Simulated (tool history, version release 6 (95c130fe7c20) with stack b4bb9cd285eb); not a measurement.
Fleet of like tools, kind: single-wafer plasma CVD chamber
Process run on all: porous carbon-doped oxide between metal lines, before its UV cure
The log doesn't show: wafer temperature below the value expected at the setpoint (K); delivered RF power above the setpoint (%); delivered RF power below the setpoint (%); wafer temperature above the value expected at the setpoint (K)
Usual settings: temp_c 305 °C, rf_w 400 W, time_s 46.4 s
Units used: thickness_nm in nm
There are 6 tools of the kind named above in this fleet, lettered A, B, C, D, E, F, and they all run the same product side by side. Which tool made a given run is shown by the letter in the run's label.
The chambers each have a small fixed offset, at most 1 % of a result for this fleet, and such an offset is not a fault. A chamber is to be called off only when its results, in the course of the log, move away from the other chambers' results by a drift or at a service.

run	hour	temp_c	rf_w	time_s	hours since the last thermocouple change	hours since the last RF generator calibration	read-back reference wafer on the same gauge, thickness_nm	thickness_nm
1A	8.1	305	400	46.4	136.6	1970.6	221.31	206.46
2F	17.2	305	400	46.4	1009.2	879.8	221.06	204.94
3E	26.7	305	400	46.4	912.9	416.4	220.95	203.66
# hour 30.8: chamber A: RF generator calibrated
# hour 33.1: chamber F: RF generator calibrated
4B	33.6	305	400	46.4	931.5	1942.9	221.09	204.43
5D	43.7	312	400	46.4	2288.6	972.5	220.86	198.6
6C	52.7	312	400	46.4	2365.6	1762.3	221.06	194.78
7F	62.1	312	400	46.4	1054.1	29.1	221.09	196.35
8E	69.6	312	400	46.4	955.8	459.3	220.99	195.86
9B	81.4	312	400	46.4	979.3	1990.7	221.11	196.34
10D	93.6	312	400	46.4	2338.5	1022.4	221.15	198.11
11C	103.2	305	400	46.4	2416.1	1812.8	221.08	201.03
12A	108.8	305	400	46.4	237.3	78	221.18	206.01
13E	118.5	305	400	46.4	1004.7	508.2	221.07	203.08
14C	125.2	305	400	46.4	2438.1	1834.8	220.9	201.94
15A	135.4	305	400	46.4	263.9	104.6	220.8	204.43
16B	147.5	305	400	46.4	1045.4	2056.8	220.92	205.16
17D	154.7	305	400	46.4	2399.6	1083.5	220.94	206.41
18F	164.2	305	400	46.4	1156.2	131.2	220.97	203.67
19E	170.4	305	400	46.4	1056.6	560.1	221.09	202.3
20C	179	305	400	46.4	2491.9	1888.6	221.08	203.33
21D	189.6	305	400	46.4	2434.5	1118.4	221.16	205.84
# hour 190.9: chamber B: RF generator calibrated
22F	197.8	305	400	46.4	1189.8	164.8	220.81	203.71
23B	206.3	305	400	46.4	1104.2	15.5	221	206.22
# hour 208.3: chamber C: thermocouple changed; heater temperature recalibrated
24A	216.5	305	400	46.4	345	185.7	220.99	205.43
25F	229.1	305	400	46.4	1221.1	196.1	221.08	204.66
26A	237.3	305	400	46.4	365.8	206.5	220.98	205.25
27E	249.3	305	400	46.4	1135.5	639	220.91	203.06
28B	258.1	305	400	46.4	1156	67.3	221.02	207.12
# hour 267: chamber F: thermocouple changed; heater temperature recalibrated
29D	269.4	305	400	46.4	2514.3	1198.2	221.1	206.46
30C	276.8	305	455	51.6	68.6	1986.4	220.83	246.84
31C	287.4	305	455	51.6	79.2	1997	220.88	246.92
32D	298.1	305	455	51.6	2543	1226.9	221.24	253.22
33E	309.7	305	455	51.6	1195.9	699.4	220.9	249.86
34A	321.8	305	455	51.6	450.3	291	221.1	252.49
35B	330.5	305	455	51.6	1228.4	139.7	220.81	258.25
36F	339.6	305	400	46.4	72.6	306.6	220.97	204.32
37A	346.1	305	400	46.4	474.6	315.3	221.05	205.14
38D	354.5	305	400	46.4	2599.4	1283.3	221.07	205.69
39B	364.2	305	400	46.4	1262.1	173.4	220.93	209.92
40E	371.8	305	400	46.4	1258	761.5	220.86	202.59

Is one chamber out of step, is the gauge drifting, or do the chambers differ by no more than their own small offsets? For an off chamber, give its letter and the likeliest cause.

It is chamber B that slowly wanders off from its peers.
Cause: wafer temperature below the value expected at the setpoint (K) = 5.96.

Which of the 4 candidates below, each the usual settings with something changed and its results left as question marks, puts chamber B back in line with what the other chambers give on the usual settings?
In line means no further than this from the other chambers' mean on the usual settings: thickness_nm 2.7 nm
41B-1	380.8	305	395	46.4				?
41B-2	380.8	306	385	46.4				?
41B-3	380.8	305	400	48.1				?
41B-4	380.8	305	400	46.9				?

Mean of the other chambers on the usual settings: thickness_nm 204.01 nm
run	thickness_nm
41B-1	209.64
41B-2	204.25
41B-3	219.32
41B-4	213.97
41B-2 is the one that brings the chamber's results back in line with the other chambers.

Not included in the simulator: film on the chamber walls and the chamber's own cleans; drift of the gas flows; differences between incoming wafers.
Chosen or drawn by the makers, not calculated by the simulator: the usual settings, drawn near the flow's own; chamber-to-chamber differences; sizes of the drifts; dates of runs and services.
